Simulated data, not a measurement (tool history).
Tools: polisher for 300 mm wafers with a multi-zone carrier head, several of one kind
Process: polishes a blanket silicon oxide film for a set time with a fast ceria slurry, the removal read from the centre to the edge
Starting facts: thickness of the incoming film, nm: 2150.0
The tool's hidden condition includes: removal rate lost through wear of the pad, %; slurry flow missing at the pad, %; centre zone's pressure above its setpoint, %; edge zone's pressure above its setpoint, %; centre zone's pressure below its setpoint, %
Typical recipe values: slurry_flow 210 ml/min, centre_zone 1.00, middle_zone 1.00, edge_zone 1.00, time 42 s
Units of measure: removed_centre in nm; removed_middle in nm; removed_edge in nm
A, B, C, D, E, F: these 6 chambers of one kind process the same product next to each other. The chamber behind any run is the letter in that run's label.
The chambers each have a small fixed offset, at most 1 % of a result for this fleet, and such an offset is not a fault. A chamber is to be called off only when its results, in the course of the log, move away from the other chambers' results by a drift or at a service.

run   hour  slurry_flow  centre_zone  middle_zone  edge_zone  time  wafers polished on this pad  hours since the slurry nozzle was cleaned  hours since the centre zone pressure was calibrated  hours since the edge zone pressure was calibrated  removed_centre  removed_middle  removed_edge
 1B    2.4          210         1.00         1.00       1.00    42                         1488                                      385.7                                               1178.1                                              234.1          794.48          784.16        804.69
 2E    6.6          210         1.00         1.00       1.00    42                          499                                      147.6                                                 99.1                                              499.7          813.08          800.42        794.43
 3F    9.4          210         1.00         1.00       1.00    42                          132                                      339.4                                                 70.8                                              522.0          805.29          791.15        796.09
 4C   12.1          210         1.00         1.00       1.00    42                          594                                      409.8                                                776.5                                              521.3          794.82          782.00        780.29
      13.3  -- chamber B: slurry nozzle cleaned
 5A   15.1          210         1.04         1.00       1.00    42                          512                                      346.9                                                170.7                                               40.5          821.22          784.48        797.09
      16.0  -- chamber B: worn pad replaced by a new one
 6D   17.2          210         1.04         1.00       1.00    42                          166                                      503.2                                                632.3                                              166.8          820.46          803.39        785.67
 7E   20.1          210         1.04         1.00       1.00    42                          607                                      161.1                                                112.6                                              513.2          840.31          798.01        797.90
 8C   23.0          210         1.04         1.00       1.00    42                          680                                      420.7                                                787.4                                              532.2          825.33          794.23        808.60
 9D   26.8          210         1.04         1.00       1.00    42                          242                                      512.8                                                641.9                                              176.4          831.93          795.40        802.04
10A   29.6          210         1.04         1.00       1.00    42                          627                                      361.4                                                185.2                                               55.0          826.16          782.15        777.84
      29.9  -- chamber A: worn pad replaced by a new one
      32.0  -- chamber E: worn pad replaced by a new one
11B   32.5          210         1.00         1.00       1.00    42                          131                                       19.3                                               1208.2                                              264.2          794.06          806.95        812.53
12F   36.4          210         1.00         1.00       1.00    42                          346                                      366.4                                                 97.8                                              549.0          794.60          791.36        803.29
13C   38.5          210         1.00         1.00       1.00    42                          803                                      436.2                                                802.9                                              547.7          792.77          795.28        792.76
14A   41.9          210         1.00         1.00       1.00    42                           95                                      373.7                                                197.5                                               67.3          799.17          813.46        798.60
15D   44.2          210         1.00         1.00       1.00    42                          380                                      530.2                                                659.3                                              193.8          803.29          813.18        784.32
16E   46.4          210         1.00         1.00       1.00    42                          114                                      187.4                                                138.9                                              539.5          818.42          801.09        797.98
17B   48.3          210         1.00         1.00       1.00    42                          256                                       35.1                                               1224.0                                              280.0          797.01          810.19        789.78
      50.3  -- chamber B: centre zone pressure recalibrated
18F   51.1          210         1.00         1.00       1.00    42                          462                                      381.1                                                112.5                                              563.7          813.10          798.87        796.36
19D   54.5          210         1.00         1.00       1.00    42                          462                                      540.5                                                669.6                                              204.1          783.64          811.48        821.47
20E   58.1          210         1.00         1.00       1.00    42                          207                                      199.1                                                150.6                                              551.2          783.24          801.66        790.61
21A   61.6          210         1.00         1.00       1.00    42                          251                                      393.4                                                217.2                                               87.0          812.79          794.38        799.48
      63.1  -- chamber D: centre zone pressure recalibrated
22B   65.6          210         1.00         1.00       1.00    42                          393                                       52.4                                                 15.4                                              297.3          718.01          795.15        805.57
      67.2  -- chamber F: worn pad replaced by a new one
23F   68.6          210         1.00         1.00       1.00    42                           11                                      398.6                                                130.0                                              581.2          797.91          804.95        799.26
24C   71.7          210         1.00         1.00       1.00    42                         1066                                      469.4                                                836.1                                              580.9          781.61          782.34        810.23
25E   75.4          210         1.00         1.05       0.88    42                          344                                      216.4                                                167.9                                              568.5          814.60          836.92        745.32
26B   78.8          210         1.00         1.05       0.88    42                          498                                       65.6                                                 28.6                                              310.5          701.01          837.31        755.22
      79.9  -- chamber D: worn pad replaced by a new one
27A   81.2          210         1.00         1.05       0.88    42                          407                                      413.0                                                236.8                                              106.6          809.68          824.30        732.57
28F   85.0          210         1.00         1.05       0.88    42                          141                                      415.0                                                146.4                                              597.6          812.94          826.87        757.80
29D   88.3          210         1.00         1.05       0.88    42                           67                                      574.3                                                 25.3                                              237.9          811.71          825.35        741.70
30C   91.3          210         1.00         1.05       0.88    42                         1222                                      489.0                                                855.7                                              600.5          796.37          812.87        754.88
31C   94.2          210         1.00         1.00       1.00    30                         1245                                      491.9                                                858.6                                              603.4          566.73          558.71        580.15
32F   97.7          210         1.00         1.00       1.00    30                          241                                      427.7                                                159.1                                              610.3          573.92          569.84        570.83
33A  101.7          210         1.00         1.00       1.00    30                          569                                      433.5                                                257.3                                              127.1          574.67          564.32        559.01
34D  104.3          210         1.00         1.00       1.00    30                          193                                      590.3                                                 41.3                                              253.9          568.71          574.98        563.17
35B  106.7          210         1.00         1.00       1.00    30                          719                                       93.5                                                 56.5                                              338.4          501.48          562.93        567.16
36E  110.1          210         1.00         1.00       1.00    30                          619                                      251.1                                                202.6                                              603.2          570.23          565.76        566.51
     110.5  -- chamber A: worn pad replaced by a new one
37E  113.3          210         1.00         1.00       1.00    42                          645                                      254.3                                                205.8                                              606.4          789.55          799.77        807.16
38A  116.5          210         1.00         1.00       1.00    42                           47                                      448.3                                                272.1                                              141.9          816.15          785.55        788.46
39C  118.7          140         1.00         1.04       1.00    42                         1439                                      516.4                                                883.1                                              627.9          728.21          754.38        762.53
40B  121.4          140         1.00         1.04       1.00    42                          836                                      108.2                                                 71.2                                              353.1          652.63          778.75        768.24

Which is it: a chamber that has drifted or been left off by a service, a gauge drift common to all chambers, or only each chamber's usual small offset? If a chamber is off, name it and its likeliest cause.

A service on chamber B put it out of line with the rest.
Likeliest cause: centre zone's pressure below its setpoint, % = 10.6.

Which of the 4 candidates below, each the usual settings with something changed and its results left as question marks, puts chamber B back in line with what the other chambers give on the usual settings?
A result is in line if it is within this distance of the other chambers' mean on the usual settings: removed_centre 29.00 nm; removed_middle 33.00 nm; removed_edge 38.00 nm
41B-1  124.5          195         0.83         1.04       1.06    41                                                                                                                                                                                               ?               ?             ?
41B-2  124.5          225         1.17         0.95       0.94    44                                                                                                                                                                                               ?               ?             ?
41B-3  124.5          205         0.91         1.02       1.03    41                                                                                                                                                                                               ?               ?             ?
41B-4  124.5          215         1.10         0.98       0.97    43                                                                                                                                                                                               ?               ?             ?

Usual-settings mean across the other chambers: removed_centre 800.83 nm; removed_middle 794.31 nm; removed_edge 799.20 nm
  run  removed_centre  removed_middle  removed_edge
41B-1          546.71          801.26        787.52
41B-2          879.72          804.54        806.05
41B-3          611.68          792.14        779.79
41B-4          798.21          804.83        796.72
41B-4 is the one that brings the chamber's results back in line with the other chambers.

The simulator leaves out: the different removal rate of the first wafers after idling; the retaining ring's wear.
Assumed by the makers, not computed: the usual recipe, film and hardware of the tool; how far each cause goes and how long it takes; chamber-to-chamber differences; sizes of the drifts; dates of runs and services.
